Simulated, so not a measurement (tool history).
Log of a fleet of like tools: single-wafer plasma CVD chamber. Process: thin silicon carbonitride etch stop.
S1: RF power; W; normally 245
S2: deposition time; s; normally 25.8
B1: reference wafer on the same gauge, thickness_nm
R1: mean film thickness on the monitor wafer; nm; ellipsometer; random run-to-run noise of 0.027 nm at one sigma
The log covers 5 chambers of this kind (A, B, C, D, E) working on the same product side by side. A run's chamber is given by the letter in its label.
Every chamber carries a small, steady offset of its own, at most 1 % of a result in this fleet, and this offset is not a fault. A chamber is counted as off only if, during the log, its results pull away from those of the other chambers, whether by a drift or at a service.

run,hour,S1,S2,B1,R1
1D,8.2,245,25.8,17.395,15.62
2C,14,245,25.8,17.387,15.47
3A,18.2,245,25.8,17.389,15.447
4B,25.3,245,25.8,17.385,15.715
5E,31.3,245,25.8,17.379,15.479
6C,35.8,245,25.8,17.38,15.461
7E,42.7,245,25.8,17.377,15.513
8B,48.1,270,25.8,17.378,16.196
9A,56.7,270,25.8,17.369,15.874
10D,60.9,270,25.8,17.361,16.091
11A,66.2,270,25.8,17.37,15.912
12E,72.8,270,25.8,17.359,15.91
13B,81.9,245,25.8,17.355,15.693
14D,88.9,245,25.8,17.35,15.652
# hour 92.9: chamber A: thermocouple changed; heater temperature recalibrated
15C,95,245,25.8,17.338,15.4
16A,99.2,245,25.8,17.339,15.476
17B,104.5,245,25.8,17.334,15.624
18E,110.8,245,25.8,17.343,15.422
19D,116.9,245,25.8,17.328,15.594
20C,123,280,30,17.324,18.617
21B,132.2,280,30,17.335,18.98
22A,141,280,30,17.324,18.652
23E,145.7,280,30,17.314,18.708
24D,154.4,280,30,17.317,18.827
25C,160.8,245,25.8,17.314,15.407
26B,166.5,245,25.8,17.299,15.596
27A,174.4,245,25.8,17.294,15.416
28E,183.5,245,25.8,17.298,15.385
29C,188.2,245,25.8,17.294,15.37
30D,194.9,245,25.8,17.291,15.568
31D,199.3,245,25.8,17.288,15.517
32E,208.7,245,25.8,17.272,15.314

Next, every chamber runs the same settings. What will each give?
33A,215.4,215,25.8,,?
33B,215.4,215,25.8,,?
33C,215.4,215,25.8,,?
33D,215.4,215,25.8,,?
33E,215.4,215,25.8,,?

run,R1
33A,14.788
33B,14.993
33C,14.733
33D,14.974
33E,14.8
